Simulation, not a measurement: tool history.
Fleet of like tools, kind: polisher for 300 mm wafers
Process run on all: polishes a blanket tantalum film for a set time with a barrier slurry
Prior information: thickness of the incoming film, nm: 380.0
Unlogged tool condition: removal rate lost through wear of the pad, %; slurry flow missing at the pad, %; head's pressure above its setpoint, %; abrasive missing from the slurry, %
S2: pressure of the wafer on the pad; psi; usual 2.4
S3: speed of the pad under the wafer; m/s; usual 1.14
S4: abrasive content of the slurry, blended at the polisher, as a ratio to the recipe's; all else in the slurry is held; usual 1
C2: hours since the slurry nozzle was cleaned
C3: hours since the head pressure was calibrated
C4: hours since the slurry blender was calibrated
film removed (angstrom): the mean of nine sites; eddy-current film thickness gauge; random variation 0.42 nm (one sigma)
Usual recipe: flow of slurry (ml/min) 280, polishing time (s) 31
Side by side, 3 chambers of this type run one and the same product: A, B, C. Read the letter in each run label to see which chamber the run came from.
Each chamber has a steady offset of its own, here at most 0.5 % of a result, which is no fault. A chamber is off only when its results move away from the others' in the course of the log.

Run 1A, day 0.458: usual settings; wafers polished on this pad 453; C2 93.1; C3 1510.6; C4 102.9. Result: film removed (angstrom) 571.97.
Run 2C, day 0.829: usual settings; wafers polished on this pad 231; C2 494.4; C3 156.4; C4 116.0. Result: film removed (angstrom) 576.13.
At day 1.167: chamber A: worn pad replaced by a new one.
Run 3B, day 1.262: usual settings; wafers polished on this pad 463; C2 169.7; C3 429.4; C4 181.1. Result: film removed (angstrom) 565.46.
Run 4B, day 1.738: usual settings; wafers polished on this pad 592; C2 181.1; C3 440.8; C4 192.5. Result: film removed (angstrom) 575.86.
Run 5C, day 2.212: usual settings; wafers polished on this pad 607; C2 527.6; C3 189.6; C4 149.2. Result: film removed (angstrom) 569.08.
At day 2.238: chamber B: worn pad replaced by a new one.
At day 2.338: chamber A: head pressure recalibrated.
Run 6A, day 2.492: usual settings but flow of slurry (ml/min) 210, S3 0.94 m/s; wafers polished on this pad 359; C2 141.9; C3 3.8; C4 151.7. Result: film removed (angstrom) 464.65.
Run 7B, day 2.992: usual settings but flow of slurry (ml/min) 210, S3 0.94 m/s; wafers polished on this pad 204; C2 211.2; C3 470.9; C4 222.6. Result: film removed (angstrom) 462.32.
At day 3.208: chamber C: worn pad replaced by a new one.
Run 8C, day 3.392: usual settings but flow of slurry (ml/min) 210, S3 0.94 m/s; wafers polished on this pad 50; C2 555.9; C3 217.9; C4 177.5. Result: film removed (angstrom) 463.74.
Run 9A, day 3.850: usual settings but flow of slurry (ml/min) 190; wafers polished on this pad 727; C2 174.5; C3 36.4; C4 184.3. Result: film removed (angstrom) 553.91.
At day 3.917: chamber B: slurry blender recalibrated.
At day 4.100: chamber A: worn pad replaced by a new one.
Run 10A, day 4.267: usual settings but flow of slurry (ml/min) 190; wafers polished on this pad 45; C2 184.5; C3 46.4; C4 194.3. Result: film removed (angstrom) 551.95.
Run 11B, day 4.733: usual settings but flow of slurry (ml/min) 190; wafers polished on this pad 677; C2 253.0; C3 512.7; C4 19.6. Result: film removed (angstrom) 546.77.
Run 12C, day 5.004: usual settings; wafers polished on this pad 488; C2 594.6; C3 256.6; C4 216.2. Result: film removed (angstrom) 566.46.
At day 5.033: chamber B: worn pad replaced by a new one.
Run 13B, day 5.492: usual settings; wafers polished on this pad 124; C2 271.2; C3 530.9; C4 37.8. Result: film removed (angstrom) 575.04.
Run 14A, day 5.996: usual settings; wafers polished on this pad 514; C2 226.0; C3 87.9; C4 235.8. Result: film removed (angstrom) 576.05.
Run 15C, day 6.283: usual settings but flow of slurry (ml/min) 310, polishing time (s) 37; wafers polished on this pad 835; C2 625.3; C3 287.3; C4 246.9. Result: film removed (angstrom) 668.94.
At day 6.458: chamber A: worn pad replaced by a new one.
Run 16B, day 6.604: usual settings but flow of slurry (ml/min) 310, polishing time (s) 37; wafers polished on this pad 426; C2 297.9; C3 557.6; C4 64.5. Result: film removed (angstrom) 691.59.
Run 17C, day 6.829: usual settings but flow of slurry (ml/min) 310, polishing time (s) 37; wafers polished on this pad 983; C2 638.4; C3 300.4; C4 260.0. Result: film removed (angstrom) 664.07.
Run 18A, day 7.133: usual settings but S3 0.96 m/s; wafers polished on this pad 183; C2 253.3; C3 115.2; C4 263.1. Result: film removed (angstrom) 489.82.
At day 7.212: chamber B: worn pad replaced by a new one.
At day 7.329: chamber B: slurry nozzle cleaned.
At day 7.417: chamber C: worn pad replaced by a new one.
Run 19C, day 7.554: usual settings but S3 0.96 m/s; wafers polished on this pad 38; C2 655.8; C3 317.8; C4 277.4. Result: film removed (angstrom) 473.30.
Run 20B, day 7.800: usual settings but S3 0.96 m/s; wafers polished on this pad 159; C2 11.3; C3 586.3; C4 93.2. Result: film removed (angstrom) 480.83.
Run 21A, day 8.050: usual settings but S3 1.26 m/s, polishing time (s) 22; wafers polished on this pad 431; C2 275.3; C3 137.2; C4 285.1. Result: film removed (angstrom) 456.67.
Run 22B, day 8.404: usual settings but S3 1.26 m/s, polishing time (s) 22; wafers polished on this pad 323; C2 25.8; C3 600.8; C4 107.7. Result: film removed (angstrom) 443.95.
Run 23A, day 8.854: usual settings but S3 1.26 m/s, polishing time (s) 22; wafers polished on this pad 649; C2 294.6; C3 156.5; C4 304.4. Result: film removed (angstrom) 449.42.
Run 24C, day 9.125: usual settings; wafers polished on this pad 464; C2 693.5; C3 355.5; C4 315.1. Result: film removed (angstrom) 544.45.
Run 25C, day 9.350: usual settings; wafers polished on this pad 525; C2 698.9; C3 360.9; C4 320.5. Result: film removed (angstrom) 559.14.

For the next run the whole fleet of 3 chambers uses the same settings. Give each chamber's results:
Run 26A, day 9.725: usual settings. Result: film removed (angstrom) ?.
Run 26B, day 9.725: usual settings. Result: film removed (angstrom) ?.
Run 26C, day 9.725: usual settings. Result: film removed (angstrom) ?.

run  film removed (angstrom)
26A                   575.43
26B                   568.32
26C                   544.56

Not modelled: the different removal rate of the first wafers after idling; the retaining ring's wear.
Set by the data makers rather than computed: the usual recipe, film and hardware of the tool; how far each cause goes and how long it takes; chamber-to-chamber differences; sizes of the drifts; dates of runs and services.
